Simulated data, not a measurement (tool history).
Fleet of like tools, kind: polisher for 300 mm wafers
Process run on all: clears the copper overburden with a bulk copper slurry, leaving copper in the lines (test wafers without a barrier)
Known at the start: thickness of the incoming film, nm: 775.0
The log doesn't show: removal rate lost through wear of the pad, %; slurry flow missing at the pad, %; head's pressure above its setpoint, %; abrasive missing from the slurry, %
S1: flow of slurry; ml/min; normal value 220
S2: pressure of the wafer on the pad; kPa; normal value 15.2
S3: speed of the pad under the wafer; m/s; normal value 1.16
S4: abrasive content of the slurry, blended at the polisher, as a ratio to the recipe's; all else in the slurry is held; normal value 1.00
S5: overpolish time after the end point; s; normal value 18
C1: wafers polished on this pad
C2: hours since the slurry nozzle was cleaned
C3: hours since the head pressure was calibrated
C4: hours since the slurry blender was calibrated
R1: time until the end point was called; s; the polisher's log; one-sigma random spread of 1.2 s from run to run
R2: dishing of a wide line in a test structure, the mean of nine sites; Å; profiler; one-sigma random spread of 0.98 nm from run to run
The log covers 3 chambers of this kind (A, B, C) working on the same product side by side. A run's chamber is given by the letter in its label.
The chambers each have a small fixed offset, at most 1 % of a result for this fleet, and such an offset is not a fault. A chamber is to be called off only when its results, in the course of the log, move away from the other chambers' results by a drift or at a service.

run,hour,S1,S2,S3,S4,S5,C1,C2,C3,C4,R1,R2
1C,9.2,220,15.2,1.16,1.00,18,1136,377.0,703.9,158.8,86.528,816.93
2A,15.8,220,15.2,1.16,1.00,18,742,500.3,48.2,106.7,85.951,811.93
# hour 21.4: chamber A: slurry nozzle cleaned
3B,25.2,220,15.2,1.16,1.00,18,709,416.0,1092.7,89.8,84.987,827.47
4B,34.9,220,15.2,1.16,1.00,18,826,425.7,1102.4,99.5,88.053,839.00
# hour 37.8: chamber C: worn pad replaced by a new one
5A,42.4,220,15.2,1.16,1.00,18,1061,21.0,74.8,133.3,86.711,810.01
6C,51.8,220,15.2,1.16,1.00,18,168,419.6,746.5,201.4,89.920,812.93
7B,61.2,220,15.2,1.16,1.00,18,1141,452.0,1128.7,125.8,86.363,843.23
# hour 62.6: chamber A: worn pad replaced by a new one
# hour 66.3: chamber A: slurry blender recalibrated
8A,67.8,220,15.2,1.16,1.00,18,62,46.4,100.2,1.5,84.914,839.13
9C,77.1,220,15.2,1.16,1.00,18,471,444.9,771.8,226.7,88.170,813.84
10B,81.7,220,15.2,1.16,1.00,18,1386,472.5,1149.2,146.3,85.787,808.00
11A,86.9,220,15.2,1.16,1.00,18,291,65.5,119.3,20.6,86.532,823.05
12C,96.7,190,15.2,1.16,1.00,12,706,464.5,791.4,246.3,91.730,615.61
13B,102.1,190,15.2,1.16,1.00,12,1630,492.9,1169.6,166.7,88.648,619.33
# hour 106.8: chamber B: slurry blender recalibrated
14C,108.7,190,15.2,1.16,1.00,12,849,476.5,803.4,258.3,88.362,613.94
15A,115.4,220,15.2,0.86,1.00,23,632,94.0,147.8,49.1,118.850,800.83
16A,122.5,220,15.2,0.86,1.00,23,717,101.1,154.9,56.2,116.200,802.56
# hour 126.6: chamber C: slurry blender recalibrated
# hour 129.7: chamber C: head pressure recalibrated
17B,129.7,220,15.2,0.86,1.00,23,1961,520.5,1197.2,22.9,121.630,773.92
18C,136.1,220,10.3,1.16,1.15,18,1178,503.9,6.5,9.6,122.580,612.92
19B,143.2,220,10.3,1.16,1.15,18,2123,534.0,1210.7,36.4,127.810,612.37
20C,152.0,220,10.3,1.16,1.15,18,1368,519.8,22.4,25.5,121.370,615.08
# hour 158.6: chamber A: worn pad replaced by a new one
# hour 159.0: chamber B: head pressure recalibrated
21A,159.8,220,15.2,1.16,1.00,18,14,138.4,192.2,93.5,84.306,829.04
22A,168.4,220,10.3,1.16,1.25,18,117,147.0,200.8,102.1,119.300,638.25
23B,173.3,220,10.3,1.16,1.25,18,2483,564.1,14.3,66.5,132.570,609.81
# hour 174.5: chamber C: worn pad replaced by a new one
24C,179.4,220,10.3,1.16,1.25,18,58,547.2,49.8,52.9,123.790,631.10
25B,184.6,220,15.2,1.16,1.00,18,2618,575.4,25.6,77.8,93.186,795.57
26C,192.7,275,15.2,1.16,1.25,18,218,560.5,63.1,66.2,82.851,855.70
# hour 198.2: chamber A: slurry blender recalibrated
27A,201.2,275,15.2,1.16,1.25,18,510,179.8,233.6,3.0,80.018,856.18
28B,208.9,275,15.2,1.16,1.25,18,2909,599.7,49.9,102.1,88.952,834.19
29C,217.4,220,17.9,1.16,1.00,18,513,585.2,87.8,90.9,74.790,923.88
30A,226.6,220,17.9,1.16,1.00,18,814,205.2,259.0,28.4,73.464,929.25
31B,233.5,220,17.9,1.16,1.00,18,3204,624.3,74.5,126.7,80.135,871.90
32C,238.5,220,15.2,1.16,1.00,18,766,606.3,108.9,112.0,89.443,816.81
33A,243.4,220,15.2,1.16,1.00,18,1015,222.0,275.8,45.2,85.477,835.54
34C,251.1,220,15.2,1.16,1.00,18,917,618.9,121.5,124.6,86.058,790.34
35A,255.4,220,15.2,1.16,1.00,18,1159,234.0,287.8,57.2,86.237,820.39
36B,264.1,220,15.2,1.16,1.00,18,3571,654.9,105.1,157.3,95.222,781.89
37B,271.8,220,15.2,1.16,1.00,18,3663,662.6,112.8,165.0,96.804,764.38

Which is it: a chamber that has drifted or been left off by a service, a gauge drift common to all chambers, or only each chamber's usual small offset? If a chamber is off, name it and its likeliest cause.

One chamber, B, drifts off from the rest bit by bit.
What lies behind it: removal rate lost through wear of the pad, % = 11.2.

Below are 4 candidate recipes for chamber B's next run, each the usual settings with a change, their results shown as question marks. Which of them brings B's results back in line with what the other chambers give on the usual settings?
Allowed miss from the other chambers' usual-settings mean, per result, to count as in line: R1 4.300 s; R2 34.00 Å
38B-1,278.8,220,15.9,1.22,1.00,18,,,,,?,?
38B-2,278.8,220,15.2,1.14,1.00,18,,,,,?,?
38B-3,278.8,220,15.2,1.18,1.00,18,,,,,?,?
38B-4,278.8,220,14.5,1.10,1.00,18,,,,,?,?

The mean the other chambers reach with the usual settings: R1 87.395 s; R2 820.19 Å
run,R1,R2
38B-1,87.841,827.59
38B-2,98.441,766.00
38B-3,95.055,783.16
38B-4,107.010,721.08
Change 38B-1 lands the chamber within the allowed miss of the other chambers.

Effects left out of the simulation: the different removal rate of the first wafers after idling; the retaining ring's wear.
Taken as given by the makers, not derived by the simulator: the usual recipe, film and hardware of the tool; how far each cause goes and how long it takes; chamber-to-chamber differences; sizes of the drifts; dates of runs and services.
